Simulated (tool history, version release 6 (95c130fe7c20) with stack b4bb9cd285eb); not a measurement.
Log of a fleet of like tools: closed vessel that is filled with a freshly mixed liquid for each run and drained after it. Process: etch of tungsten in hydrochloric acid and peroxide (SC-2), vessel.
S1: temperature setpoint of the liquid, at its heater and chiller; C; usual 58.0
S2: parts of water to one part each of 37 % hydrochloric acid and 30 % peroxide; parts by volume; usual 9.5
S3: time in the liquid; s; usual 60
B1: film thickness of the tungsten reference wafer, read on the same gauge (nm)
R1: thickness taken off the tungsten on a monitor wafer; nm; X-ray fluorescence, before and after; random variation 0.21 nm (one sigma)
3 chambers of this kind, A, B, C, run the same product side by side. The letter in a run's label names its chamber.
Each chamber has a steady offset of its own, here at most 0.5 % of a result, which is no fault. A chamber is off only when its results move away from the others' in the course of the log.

run	hour	S1	S2	S3	B1	R1
1C	8.5	58.0	9.5	60	49.993	27.675
2A	13.3	58.0	9.5	60	50.008	27.672
3B	19.4	58.0	9.5	60	50.002	27.613
# hour 27.3: chamber C: new drum of peroxide connected
4A	27.5	58.0	9.5	60	50.007	27.442
5B	32.1	58.0	9.5	60	49.992	27.015
6C	40.4	58.0	9.5	60	49.990	27.729
7A	46.6	58.0	9.5	50	49.992	23.051
8B	54.0	58.0	9.5	50	49.984	22.831
9C	58.2	58.0	9.5	50	50.004	23.038
10B	66.2	58.0	14.0	60	49.977	19.718
11A	70.4	58.0	14.0	60	50.006	19.992
12C	76.0	58.0	14.0	60	50.003	19.871
13A	83.6	58.0	9.5	60	50.033	27.271
14B	87.6	58.0	9.5	60	49.994	27.367
15C	96.3	58.0	9.5	60	49.988	27.821
# hour 99.7: chamber A: thermometer replaced
16B	103.7	58.0	9.5	60	50.003	27.832
17A	108.4	64.5	9.5	60	50.006	41.213
18C	115.3	64.5	9.5	60	50.001	42.211
19B	121.2	64.5	9.5	60	50.018	40.318
20C	130.0	58.0	9.5	60	50.003	27.797
21A	134.1	53.0	12.5	60	49.992	15.569
22C	140.1	53.0	12.5	60	49.991	15.924
23A	147.0	53.0	12.5	60	49.995	15.387
24B	153.4	65.5	9.5	75	50.006	54.449
25A	162.0	65.5	9.5	75	49.977	53.801
26B	165.9	65.5	9.5	75	49.999	54.821
27C	174.6	58.0	9.5	60	49.998	27.552
28C	179.4	58.0	9.5	60	49.999	27.604
29A	185.5	58.0	9.5	60	49.996	26.447
30B	189.4	58.0	9.5	60	50.001	27.812
31A	197.5	58.0	9.5	60	50.014	26.397

Next, every chamber runs the same settings. What will each give?
32A	203.8	58.0	9.5	60		?
32B	203.8	58.0	9.5	60		?
32C	203.8	58.0	9.5	60		?

run	R1
32A	26.285
32B	27.396
32C	27.595
